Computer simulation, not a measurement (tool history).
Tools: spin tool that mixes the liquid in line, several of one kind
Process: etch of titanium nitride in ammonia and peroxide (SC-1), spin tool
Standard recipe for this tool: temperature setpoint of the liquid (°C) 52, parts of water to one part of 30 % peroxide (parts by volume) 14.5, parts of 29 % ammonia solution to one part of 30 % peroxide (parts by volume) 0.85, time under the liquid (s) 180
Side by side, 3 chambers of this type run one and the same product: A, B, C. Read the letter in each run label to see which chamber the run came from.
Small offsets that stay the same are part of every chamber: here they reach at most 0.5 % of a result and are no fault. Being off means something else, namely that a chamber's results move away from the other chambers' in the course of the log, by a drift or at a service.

| run | hour | temperature setpoint of the liquid (°C) | parts of water to one part of 30 % peroxide (parts by volume) | parts of 29 % ammonia solution to one part of 30 % peroxide (parts by volume) | time under the liquid (s) | hours since the thermometer was replaced | hours since the ammonia flow meter was replaced | hours since the heated supply line was repaired | hours since the drum of ammonia solution was connected | read-back film thickness of the titanium nitride reference wafer, read on the same gauge (nm) | thickness taken off the titanium nitride on a monitor wafer (nm) |
|---|---|---|---|---|---|---|---|---|---|---|---|
| 1B | 9.1 | 52 | 14.5 | 0.85 | 180 | 654.4 | 604.1 | 1028.2 | 772.6 | 50.02 | 17.452 |
|  | 21 | chamber C: thermometer replaced |
| 2A | 22.1 | 52 | 14.5 | 0.85 | 180 | 1164.1 | 895.4 | 2946.6 | 700.1 | 50.012 | 17.448 |
| 3C | 30.1 | 52 | 14.5 | 0.85 | 180 | 9.1 | 134.3 | 1493.9 | 233.8 | 49.995 | 17.543 |
|  | 39.6 | chamber B: new drum of ammonia solution connected |
| 4C | 42.8 | 52 | 14.5 | 0.85 | 180 | 21.8 | 147 | 1506.6 | 246.5 | 50.014 | 17.334 |
| 5A | 55.6 | 52 | 14.5 | 0.85 | 180 | 1197.6 | 928.9 | 2980.1 | 733.6 | 49.998 | 17.395 |
| 6B | 63 | 46 | 14.5 | 0.85 | 180 | 708.3 | 658 | 1082.1 | 23.5 | 49.995 | 11.47 |
| 7B | 72.2 | 46 | 14.5 | 0.85 | 180 | 717.5 | 667.2 | 1091.3 | 32.7 | 50.004 | 11.56 |
| 8C | 79.2 | 46 | 14.5 | 0.85 | 180 | 58.2 | 183.4 | 1543 | 282.9 | 50.004 | 11.405 |
| 9A | 86.3 | 52 | 14.5 | 0.85 | 180 | 1228.3 | 959.6 | 3010.8 | 764.3 | 49.986 | 17.353 |
|  | 97.4 | chamber C: new drum of ammonia solution connected |
| 10A | 97.7 | 52 | 14.5 | 0.85 | 180 | 1239.7 | 971 | 3022.2 | 775.7 | 49.998 | 17.382 |
| 11C | 106.7 | 52 | 14.5 | 1.2 | 135 | 85.7 | 210.9 | 1570.5 | 9.3 | 49.979 | 13.86 |
|  | 113.3 | chamber A: new drum of ammonia solution connected |
| 12B | 115.4 | 52 | 14.5 | 1.2 | 135 | 760.7 | 710.4 | 1134.5 | 75.9 | 49.979 | 14.149 |
| 13A | 122.9 | 52 | 14.5 | 1.2 | 135 | 1264.9 | 996.2 | 3047.4 | 9.6 | 50.007 | 13.784 |
| 14C | 128.9 | 52 | 14.5 | 0.85 | 180 | 107.9 | 233.1 | 1592.7 | 31.5 | 50.02 | 17.367 |
| 15B | 138.7 | 52 | 14.5 | 0.85 | 180 | 784 | 733.7 | 1157.8 | 99.2 | 49.991 | 18.084 |
| 16A | 145.3 | 47.5 | 14.5 | 1.05 | 180 | 1287.3 | 1018.6 | 3069.8 | 32 | 50 | 13.236 |
| 17B | 153.3 | 47.5 | 14.5 | 1.05 | 180 | 798.6 | 748.3 | 1172.4 | 113.8 | 50 | 13.492 |
| 18C | 163.8 | 47.5 | 14.5 | 1.05 | 180 | 142.8 | 268 | 1627.6 | 66.4 | 49.98 | 13.132 |
| 19B | 172.8 | 52 | 14.5 | 0.85 | 180 | 818.1 | 767.8 | 1191.9 | 133.3 | 49.986 | 18.227 |
| 20C | 183.1 | 52 | 14.5 | 0.85 | 180 | 162.1 | 287.3 | 1646.9 | 85.7 | 50.009 | 17.369 |
| 21A | 193.1 | 52 | 14.5 | 1.1 | 180 | 1335.1 | 1066.4 | 3117.6 | 79.8 | 50.014 | 18.036 |
| 22C | 199.1 | 52 | 14.5 | 1.1 | 180 | 178.1 | 303.3 | 1662.9 | 101.7 | 49.985 | 18.048 |
| 23A | 209 | 52 | 14.5 | 1.1 | 180 | 1351 | 1082.3 | 3133.5 | 95.7 | 50.002 | 18.156 |

Is one chamber off against the others, does the gauge drift, or is nothing wrong? If a chamber is off, say which, and what the likeliest cause is.

It is chamber B that slowly wanders off from its peers.
Cause: liquid hotter than its thermometer reads (K) = 0.684.

Chamber B could run next with any of the 4 candidate recipes listed below; each alters the usual settings, and their results appear as question marks. Which one brings its results back in line with what the other chambers deliver on the usual settings?
In line means no further than this from the other chambers' mean on the usual settings: thickness taken off the titanium nitride on a monitor wafer (nm) 0.36
| 24B-1 | 218.8 | 53 | 14.5 | 0.85 | 185 |  |  |  |  |  | ? |
| 24B-2 | 218.8 | 52 | 14.5 | 0.85 | 170 |  |  |  |  |  | ? |
| 24B-3 | 218.8 | 50.5 | 14.5 | 0.85 | 180 |  |  |  |  |  | ? |
| 24B-4 | 218.8 | 52 | 14.5 | 0.85 | 190 |  |  |  |  |  | ? |

Usual-settings mean across the other chambers: thickness taken off the titanium nitride on a monitor wafer (nm) 17.41
| run | thickness taken off the titanium nitride on a monitor wafer (nm) |
|---|---|
| 24B-1 | 20.159 |
| 24B-2 | 17.301 |
| 24B-3 | 16.532 |
| 24B-4 | 19.336 |
The answer is 24B-2, which returns the chamber to within the allowed miss of the others.

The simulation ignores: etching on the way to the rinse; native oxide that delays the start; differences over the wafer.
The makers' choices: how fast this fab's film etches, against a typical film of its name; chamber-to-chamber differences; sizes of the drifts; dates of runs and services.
